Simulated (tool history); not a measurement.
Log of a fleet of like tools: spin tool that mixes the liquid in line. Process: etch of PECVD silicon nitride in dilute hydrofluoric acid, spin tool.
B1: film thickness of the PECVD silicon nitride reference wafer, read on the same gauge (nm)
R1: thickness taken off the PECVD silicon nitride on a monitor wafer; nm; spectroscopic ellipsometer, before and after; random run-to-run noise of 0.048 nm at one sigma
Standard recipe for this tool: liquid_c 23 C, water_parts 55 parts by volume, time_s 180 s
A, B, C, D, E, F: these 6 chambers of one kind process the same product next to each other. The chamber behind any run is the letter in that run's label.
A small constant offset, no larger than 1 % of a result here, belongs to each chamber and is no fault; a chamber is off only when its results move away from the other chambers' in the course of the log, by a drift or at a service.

run 1C hour=2.9 | liquid_c=23 water_parts=55 time_s=180 | B1=40.006 | R1=10.903
run 2A hour=7.8 | liquid_c=23 water_parts=55 time_s=180 | B1=39.965 | R1=10.912
run 3E hour=11.4 | liquid_c=23 water_parts=55 time_s=180 | B1=40.01 | R1=10.904
run 4B hour=13.8 | liquid_c=23 water_parts=55 time_s=180 | B1=40.009 | R1=10.963
run 5D hour=17 | liquid_c=23 water_parts=55 time_s=180 | B1=39.996 | R1=10.861
run 6F hour=19.2 | liquid_c=23 water_parts=30 time_s=85 | B1=40.004 | R1=9.3642
run 7B hour=21.5 | liquid_c=23 water_parts=30 time_s=85 | B1=40.012 | R1=9.306
run 8E hour=26.5 | liquid_c=23 water_parts=30 time_s=85 | B1=40.008 | R1=9.416
run 9F hour=31.2 | liquid_c=23 water_parts=30 time_s=85 | B1=40.019 | R1=9.3118
run 10C hour=34.9 | liquid_c=23 water_parts=30 time_s=85 | B1=39.998 | R1=9.373
run 11A hour=39.6 | liquid_c=23 water_parts=30 time_s=85 | B1=39.976 | R1=9.4795
run 12D hour=44.5 | liquid_c=23 water_parts=55 time_s=180 | B1=39.994 | R1=10.923
run 13E hour=48.6 | liquid_c=23 water_parts=55 time_s=180 | B1=39.987 | R1=10.882
run 14F hour=52.2 | liquid_c=28 water_parts=55 time_s=180 | B1=39.995 | R1=15.185
run 15B hour=55.5 | liquid_c=28 water_parts=55 time_s=180 | B1=39.994 | R1=15.324
run 16C hour=57.8 | liquid_c=28 water_parts=55 time_s=180 | B1=40.012 | R1=15.107
run 17A hour=62.2 | liquid_c=28 water_parts=55 time_s=180 | B1=39.982 | R1=15.207
run 18D hour=66.1 | liquid_c=28 water_parts=55 time_s=180 | B1=40.001 | R1=15.176
run 19F hour=69.6 | liquid_c=28 water_parts=55 time_s=180 | B1=40.027 | R1=15.128
-- hour=72.7 chamber E: thermometer replaced
run 20A hour=74.1 | liquid_c=23 water_parts=55 time_s=180 | B1=39.99 | R1=10.976
run 21D hour=78.8 | liquid_c=23 water_parts=55 time_s=180 | B1=40.012 | R1=10.894
run 22C hour=82.3 | liquid_c=23 water_parts=55 time_s=180 | B1=39.995 | R1=10.927
run 23B hour=85.4 | liquid_c=23 water_parts=55 time_s=180 | B1=40.003 | R1=11.034
run 24E hour=89.3 | liquid_c=27.5 water_parts=55 time_s=180 | B1=40.02 | R1=14.78
run 25C hour=93.4 | liquid_c=27.5 water_parts=55 time_s=180 | B1=39.987 | R1=14.781
run 26D hour=97.6 | liquid_c=27.5 water_parts=55 time_s=180 | B1=40.004 | R1=14.755
run 27A hour=100.3 | liquid_c=27.5 water_parts=55 time_s=180 | B1=39.99 | R1=14.827
run 28F hour=104.9 | liquid_c=27.5 water_parts=55 time_s=180 | B1=39.972 | R1=14.658
run 29E hour=107.9 | liquid_c=27.5 water_parts=55 time_s=180 | B1=39.998 | R1=14.731
run 30B hour=110.7 | liquid_c=26 water_parts=55 time_s=250 | B1=39.995 | R1=18.676
run 31D hour=113.4 | liquid_c=26 water_parts=55 time_s=250 | B1=40.009 | R1=18.588
run 32B hour=117.2 | liquid_c=26 water_parts=55 time_s=250 | B1=39.997 | R1=18.589
run 33E hour=122 | liquid_c=26 water_parts=55 time_s=250 | B1=39.99 | R1=18.545
run 34A hour=126.5 | liquid_c=26 water_parts=55 time_s=250 | B1=39.988 | R1=18.49
run 35C hour=130.9 | liquid_c=26 water_parts=55 time_s=250 | B1=39.977 | R1=18.45
run 36F hour=134.5 | liquid_c=23 water_parts=55 time_s=180 | B1=40.02 | R1=10.796
run 37D hour=137.6 | liquid_c=23 water_parts=55 time_s=180 | B1=39.991 | R1=10.88
run 38B hour=140.5 | liquid_c=23 water_parts=55 time_s=180 | B1=39.987 | R1=10.999

All 6 chambers run these settings next. Forecast each chamber's results:
run 39A hour=144.1 | liquid_c=23 water_parts=55 time_s=180 | R1=?
run 39B hour=144.1 | liquid_c=23 water_parts=55 time_s=180 | R1=?
run 39C hour=144.1 | liquid_c=23 water_parts=55 time_s=180 | R1=?
run 39D hour=144.1 | liquid_c=23 water_parts=55 time_s=180 | R1=?
run 39E hour=144.1 | liquid_c=23 water_parts=55 time_s=180 | R1=?
run 39F hour=144.1 | liquid_c=23 water_parts=55 time_s=180 | R1=?

run=39A R1=10.964
run=39B R1=10.983
run=39C R1=10.917
run=39D R1=11.005
run=39E R1=10.898
run=39F R1=10.766
